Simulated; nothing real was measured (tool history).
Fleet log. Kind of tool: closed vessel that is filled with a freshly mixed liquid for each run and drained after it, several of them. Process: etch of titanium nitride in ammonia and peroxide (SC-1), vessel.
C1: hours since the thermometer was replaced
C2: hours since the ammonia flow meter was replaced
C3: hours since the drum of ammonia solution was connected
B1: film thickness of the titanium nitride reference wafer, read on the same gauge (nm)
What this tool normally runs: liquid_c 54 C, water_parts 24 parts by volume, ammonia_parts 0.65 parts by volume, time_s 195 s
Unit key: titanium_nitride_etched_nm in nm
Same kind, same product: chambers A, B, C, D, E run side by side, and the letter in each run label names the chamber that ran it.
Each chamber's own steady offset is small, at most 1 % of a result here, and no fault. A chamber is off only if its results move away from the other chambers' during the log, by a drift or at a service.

run 1E hour=4.9 | liquid_c=54 water_parts=24 ammonia_parts=0.65 time_s=195 | C1=663.9 C2=63.4 C3=112.3 | B1=140.03 | titanium_nitride_etched_nm=7.7272
run 2C hour=10.8 | liquid_c=54 water_parts=24 ammonia_parts=0.65 time_s=195 | C1=777.2 C2=1256.4 C3=38.6 | B1=139.98 | titanium_nitride_etched_nm=7.8256
run 3B hour=17.4 | liquid_c=54 water_parts=24 ammonia_parts=0.65 time_s=195 | C1=1944.0 C2=700.6 C3=152.9 | B1=140.01 | titanium_nitride_etched_nm=7.7405
run 4D hour=21.9 | liquid_c=54 water_parts=24 ammonia_parts=0.65 time_s=195 | C1=576.0 C2=295.8 C3=126.4 | B1=140.00 | titanium_nitride_etched_nm=7.7651
run 5A hour=28.0 | liquid_c=54 water_parts=24 ammonia_parts=0.65 time_s=195 | C1=536.7 C2=143.9 C3=800.6 | B1=140.00 | titanium_nitride_etched_nm=7.7116
run 6B hour=33.3 | liquid_c=54 water_parts=24 ammonia_parts=0.65 time_s=195 | C1=1959.9 C2=716.5 C3=168.8 | B1=139.99 | titanium_nitride_etched_nm=7.7493
run 7E hour=39.3 | liquid_c=54 water_parts=24 ammonia_parts=0.65 time_s=195 | C1=698.3 C2=97.8 C3=146.7 | B1=139.99 | titanium_nitride_etched_nm=7.7370
run 8A hour=43.3 | liquid_c=54 water_parts=24 ammonia_parts=0.65 time_s=195 | C1=552.0 C2=159.2 C3=815.9 | B1=140.00 | titanium_nitride_etched_nm=7.7920
run 9D hour=48.5 | liquid_c=54 water_parts=24 ammonia_parts=0.65 time_s=195 | C1=602.6 C2=322.4 C3=153.0 | B1=139.96 | titanium_nitride_etched_nm=7.8141
run 10C hour=54.3 | liquid_c=54 water_parts=24 ammonia_parts=0.65 time_s=195 | C1=820.7 C2=1299.9 C3=82.1 | B1=140.04 | titanium_nitride_etched_nm=7.7933
run 11C hour=60.0 | liquid_c=54 water_parts=24 ammonia_parts=0.65 time_s=195 | C1=826.4 C2=1305.6 C3=87.8 | B1=140.01 | titanium_nitride_etched_nm=7.8086
run 12B hour=65.1 | liquid_c=54 water_parts=24 ammonia_parts=0.65 time_s=195 | C1=1991.7 C2=748.3 C3=200.6 | B1=139.99 | titanium_nitride_etched_nm=7.7764
run 13A hour=71.6 | liquid_c=54 water_parts=24 ammonia_parts=0.65 time_s=195 | C1=580.3 C2=187.5 C3=844.2 | B1=139.98 | titanium_nitride_etched_nm=7.8196
-- hour=74.0 chamber D: ammonia flow meter replaced
run 14D hour=77.0 | liquid_c=54 water_parts=19 ammonia_parts=0.65 time_s=195 | C1=631.1 C2=3.0 C3=181.5 | B1=140.03 | titanium_nitride_etched_nm=8.8777
run 15E hour=82.5 | liquid_c=54 water_parts=19 ammonia_parts=0.65 time_s=195 | C1=741.5 C2=141.0 C3=189.9 | B1=139.99 | titanium_nitride_etched_nm=8.8061
run 16A hour=86.2 | liquid_c=54 water_parts=19 ammonia_parts=0.65 time_s=195 | C1=594.9 C2=202.1 C3=858.8 | B1=140.01 | titanium_nitride_etched_nm=8.9583
run 17D hour=89.9 | liquid_c=54 water_parts=19 ammonia_parts=0.65 time_s=195 | C1=644.0 C2=15.9 C3=194.4 | B1=139.97 | titanium_nitride_etched_nm=8.8813
run 18B hour=94.5 | liquid_c=54 water_parts=19 ammonia_parts=0.65 time_s=195 | C1=2021.1 C2=777.7 C3=230.0 | B1=140.02 | titanium_nitride_etched_nm=8.8069
run 19C hour=98.9 | liquid_c=54 water_parts=24 ammonia_parts=0.65 time_s=195 | C1=865.3 C2=1344.5 C3=126.7 | B1=139.98 | titanium_nitride_etched_nm=7.7899
run 20E hour=103.5 | liquid_c=54 water_parts=24 ammonia_parts=0.65 time_s=195 | C1=762.5 C2=162.0 C3=210.9 | B1=140.03 | titanium_nitride_etched_nm=7.7764
run 21B hour=110.1 | liquid_c=54 water_parts=24 ammonia_parts=0.65 time_s=195 | C1=2036.7 C2=793.3 C3=245.6 | B1=139.97 | titanium_nitride_etched_nm=7.7753
run 22D hour=116.1 | liquid_c=54 water_parts=24 ammonia_parts=0.65 time_s=195 | C1=670.2 C2=42.1 C3=220.6 | B1=140.02 | titanium_nitride_etched_nm=7.8035
run 23A hour=121.6 | liquid_c=54 water_parts=24 ammonia_parts=0.65 time_s=195 | C1=630.3 C2=237.5 C3=894.2 | B1=139.97 | titanium_nitride_etched_nm=7.8908
run 24C hour=127.8 | liquid_c=54 water_parts=24 ammonia_parts=0.55 time_s=195 | C1=894.2 C2=1373.4 C3=155.6 | B1=140.02 | titanium_nitride_etched_nm=7.5758
run 25E hour=130.9 | liquid_c=54 water_parts=24 ammonia_parts=0.55 time_s=195 | C1=789.9 C2=189.4 C3=238.3 | B1=140.00 | titanium_nitride_etched_nm=7.5165
run 26D hour=136.3 | liquid_c=54 water_parts=24 ammonia_parts=0.55 time_s=195 | C1=690.4 C2=62.3 C3=240.8 | B1=139.99 | titanium_nitride_etched_nm=7.5146
-- hour=139.6 chamber A: new drum of ammonia solution connected
-- hour=142.1 chamber E: thermometer replaced
run 27B hour=142.6 | liquid_c=54 water_parts=24 ammonia_parts=0.55 time_s=195 | C1=2069.2 C2=825.8 C3=278.1 | B1=139.99 | titanium_nitride_etched_nm=7.4427
run 28E hour=148.1 | liquid_c=54 water_parts=24 ammonia_parts=0.55 time_s=195 | C1=6.1 C2=206.6 C3=255.5 | B1=140.01 | titanium_nitride_etched_nm=7.5277
run 29C hour=151.8 | liquid_c=54 water_parts=24 ammonia_parts=0.65 time_s=195 | C1=918.2 C2=1397.4 C3=179.6 | B1=140.05 | titanium_nitride_etched_nm=7.8407
run 30A hour=156.4 | liquid_c=54 water_parts=24 ammonia_parts=0.65 time_s=195 | C1=665.1 C2=272.3 C3=16.9 | B1=140.02 | titanium_nitride_etched_nm=8.0218
run 31A hour=159.5 | liquid_c=54 water_parts=24 ammonia_parts=0.65 time_s=195 | C1=668.2 C2=275.4 C3=20.0 | B1=140.00 | titanium_nitride_etched_nm=8.0159

All chambers now run identical settings, listed one chamber a line with results as question marks. What results will each chamber show?
run 32A hour=164.5 | liquid_c=54 water_parts=24 ammonia_parts=0.65 time_s=195 | titanium_nitride_etched_nm=?
run 32B hour=164.5 | liquid_c=54 water_parts=24 ammonia_parts=0.65 time_s=195 | titanium_nitride_etched_nm=?
run 32C hour=164.5 | liquid_c=54 water_parts=24 ammonia_parts=0.65 time_s=195 | titanium_nitride_etched_nm=?
run 32D hour=164.5 | liquid_c=54 water_parts=24 ammonia_parts=0.65 time_s=195 | titanium_nitride_etched_nm=?
run 32E hour=164.5 | liquid_c=54 water_parts=24 ammonia_parts=0.65 time_s=195 | titanium_nitride_etched_nm=?

run=32A titanium_nitride_etched_nm=8.0243
run=32B titanium_nitride_etched_nm=7.7230
run=32C titanium_nitride_etched_nm=7.8327
run=32D titanium_nitride_etched_nm=7.7901
run=32E titanium_nitride_etched_nm=7.7743
